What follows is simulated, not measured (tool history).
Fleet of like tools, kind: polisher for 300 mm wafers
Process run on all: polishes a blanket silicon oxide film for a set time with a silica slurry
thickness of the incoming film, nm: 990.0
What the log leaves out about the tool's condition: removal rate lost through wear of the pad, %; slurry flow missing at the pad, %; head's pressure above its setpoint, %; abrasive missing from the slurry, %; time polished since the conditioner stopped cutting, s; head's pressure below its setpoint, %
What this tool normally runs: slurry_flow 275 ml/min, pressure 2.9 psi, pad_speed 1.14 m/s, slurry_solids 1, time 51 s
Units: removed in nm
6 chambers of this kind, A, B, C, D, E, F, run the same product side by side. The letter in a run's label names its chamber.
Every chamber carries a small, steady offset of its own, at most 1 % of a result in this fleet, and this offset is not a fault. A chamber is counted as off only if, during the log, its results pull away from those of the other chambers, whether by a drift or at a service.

run	day	slurry_flow	pressure	pad_speed	slurry_solids	time	wafers polished on this pad	hours since the slurry nozzle was cleaned	hours since the head pressure was calibrated	hours since the slurry blender was calibrated	hours since the conditioning disc was replaced	removed
# day 0.171: chamber C: worn pad replaced by a new one
1C	0.254	275	2.9	1.14	1	51	28	116.6	562.6	109.5	335.8	139.18
2D	0.579	275	2.9	1.14	1	51	731	871.3	1160.5	28	52.8	138.64
3F	0.792	275	2.9	1.14	1	51	478	79.9	869.7	112.8	72.2	139.76
4E	1.079	275	2.9	1.14	1	51	982	201.8	226.1	407.1	123.2	137.69
# day 1.167: chamber D: head pressure recalibrated
# day 1.246: chamber E: slurry blender recalibrated
5B	1.433	275	2.9	1.14	1	51	644	645.7	748.1	75.1	243.2	139.23
6A	1.788	320	2.9	1.14	1	51	868	233.4	1113.8	193.9	214.5	143.11
# day 2: chamber D: worn pad replaced by a new one
7B	2.042	320	2.9	1.14	1	51	842	660.3	762.7	89.7	257.8	141.5
# day 2.05: chamber B: head pressure recalibrated
8A	2.271	320	2.9	1.14	1	51	1025	245	1125.4	205.5	226.1	142.98
# day 2.279: chamber F: worn pad replaced by a new one
# day 2.488: chamber C: worn pad replaced by a new one
# day 2.517: chamber D: slurry nozzle cleaned
9D	2.521	320	2.9	1.14	1	51	169	0.2	32.6	74.6	99.4	141.84
# day 2.746: chamber B: worn pad replaced by a new one
# day 2.775: chamber E: worn pad replaced by a new one
10F	2.904	320	2.9	1.14	1	51	203	130.6	920.4	163.5	122.9	141.83
# day 2.954: chamber A: head pressure recalibrated
# day 3.054: chamber A: worn pad replaced by a new one
# day 3.204: chamber A: conditioning disc replaced and pad reconditioned
# day 3.246: chamber A: slurry blender recalibrated
11C	3.312	320	2.9	1.14	1	51	268	190	636	182.9	409.2	143.4
12E	3.692	275	2.9	1.14	1	51	297	264.5	288.8	58.8	185.9	139.22
13E	4.075	275	2.9	1.14	1	51	422	273.7	298	68	195.1	138.28
14D	4.5	275	2.9	1.14	1	51	812	47.7	80.1	122.1	146.9	140.1
# day 4.562: chamber F: conditioning disc replaced and pad reconditioned
15C	4.838	275	2.9	1.14	1	51	764	226.6	672.6	219.5	445.8	140
# day 4.842: chamber C: worn pad replaced by a new one
16F	5.079	225	3.6	1.14	1	51	910	182.8	972.6	215.7	12.4	167.26
17B	5.275	225	3.6	1.14	1	51	822	737.9	77.4	167.3	335.4	166.46
# day 5.3: chamber D: slurry blender recalibrated
# day 5.438: chamber F: worn pad replaced by a new one
18A	5.475	225	3.6	1.14	1	51	786	321.9	60.5	53.5	54.6	171.86
# day 5.529: chamber E: head pressure recalibrated
# day 5.533: chamber D: worn pad replaced by a new one
# day 5.712: chamber B: conditioning disc replaced and pad reconditioned
19B	5.783	225	3.6	1.14	1	51	987	750.1	89.6	179.5	1.7	170.15
# day 5.938: chamber B: worn pad replaced by a new one
20D	6.088	225	3.6	1.14	1	51	180	85.8	118.2	19	185	169.83
# day 6.325: chamber E: slurry nozzle cleaned
21C	6.396	225	3.6	1.14	1	51	505	264	710	256.9	483.2	170.37
22A	6.812	275	3.5	1.14	0.8	51	1221	354	92.6	85.6	86.7	153.52
# day 6.929: chamber A: worn pad replaced by a new one
# day 6.958: chamber C: slurry blender recalibrated
# day 7.075: chamber C: conditioning disc replaced and pad reconditioned
23F	7.075	275	3.5	1.14	0.8	51	532	230.7	1020.5	263.6	60.3	146.43
24E	7.283	275	3.5	1.14	0.8	51	1464	23	42.1	145	272.1	149.15
# day 7.529: chamber E: worn pad replaced by a new one
# day 7.671: chamber C: worn pad replaced by a new one
25A	7.696	275	3.5	1.14	0.8	51	249	375.2	113.8	106.8	107.9	152.9
26E	7.975	275	3.5	1.14	0.8	51	144	39.6	58.7	161.6	288.7	149.09
27C	8.338	275	3.5	1.14	0.8	51	217	310.6	756.6	33.1	30.4	149.36
28B	8.588	275	2.9	1.14	1	51	861	817.4	156.9	246.8	69	138.72
# day 8.792: chamber D: conditioning disc replaced and pad reconditioned
# day 8.792: chamber A: slurry nozzle cleaned
# day 8.825: chamber F: worn pad replaced by a new one
29D	8.975	275	2.9	1.14	1	51	1118	155.1	187.5	88.3	4.5	137.81
# day 8.979: chamber B: worn pad replaced by a new one
# day 9.175: chamber D: worn pad replaced by a new one
30F	9.292	275	2.9	1.14	1	51	151	283.9	1073.7	316.8	113.5	133.8
31A	9.488	275	2.9	1.14	1	51	832	16.7	156.8	149.8	150.9	141.63
# day 9.742: chamber B: slurry nozzle cleaned
32C	9.867	275	2.9	1.14	1	51	713	347.3	793.3	69.8	67.1	142.13
# day 9.908: chamber F: slurry nozzle cleaned
# day 10.204: chamber C: worn pad replaced by a new one
33E	10.254	275	2.9	1.14	1	51	885	94.3	113.4	216.3	343.4	138.76
# day 10.454: chamber B: slurry blender recalibrated
34B	10.525	275	2.9	1.14	1	51	502	18.8	203.4	1.8	115.5	140.1
35F	10.929	275	2.9	1.14	1	51	683	24.5	1113	356.1	152.8	129.83
# day 11.004: chamber D: slurry blender recalibrated
36D	11.262	275	2.1	1.14	1	51	678	210	242.4	6.3	59.4	100.31
37D	11.596	275	2.1	1.14	1	51	786	218	250.4	14.3	67.4	100.65
# day 11.612: chamber B: worn pad replaced by a new one
# day 11.625: chamber A: worn pad replaced by a new one
38A	11.817	275	2.1	1.14	1	51	62	72.6	212.7	205.7	206.8	101.38
# day 11.908: chamber E: worn pad replaced by a new one
39F	12.021	275	2.1	1.14	1	51	1038	50.7	1139.2	382.3	179	92.023
40C	12.388	275	2.1	1.14	1	51	710	407.8	853.8	130.3	127.6	100.07
41E	12.6	275	2.1	1.14	1	51	225	150.6	169.7	272.6	399.7	100.96
42B	12.942	245	2.9	1.14	1	51	432	76.8	261.4	59.8	173.5	139.01

Read the log: is a single chamber off, either drifting away or since a service, is the gauge that measures every chamber drifting, or is nothing wrong beyond small per-chamber offsets? Name any odd chamber and what most likely caused it.

Chamber F drifts away from the others.
Most likely cause: abrasive missing from the slurry, % = 19.5.
The log may not tell that from: head's pressure below its setpoint, %.

Chamber F could run next with any of the 4 candidate recipes listed below; each alters the usual settings, and their results appear as question marks. Which one brings its results back in line with what the other chambers deliver on the usual settings?
To be in line, a result may differ from the other chambers' mean on the usual settings by at most: removed 4 nm
43F-1	13.246	290	2.9	1.14	1.2	51						?
43F-2	13.246	270	2.9	1.04	0.95	46						?
43F-3	13.246	275	3.1	1.2	1.05	55						?
43F-4	13.246	275	2.8	1.1	1	49						?

Other chambers, usual settings, mean: removed 139.43 nm
run	removed
43F-1	138.27
43F-2	102.56
43F-3	154.87
43F-4	113.51
The answer is 43F-1, which returns the chamber to within the allowed miss of the others.
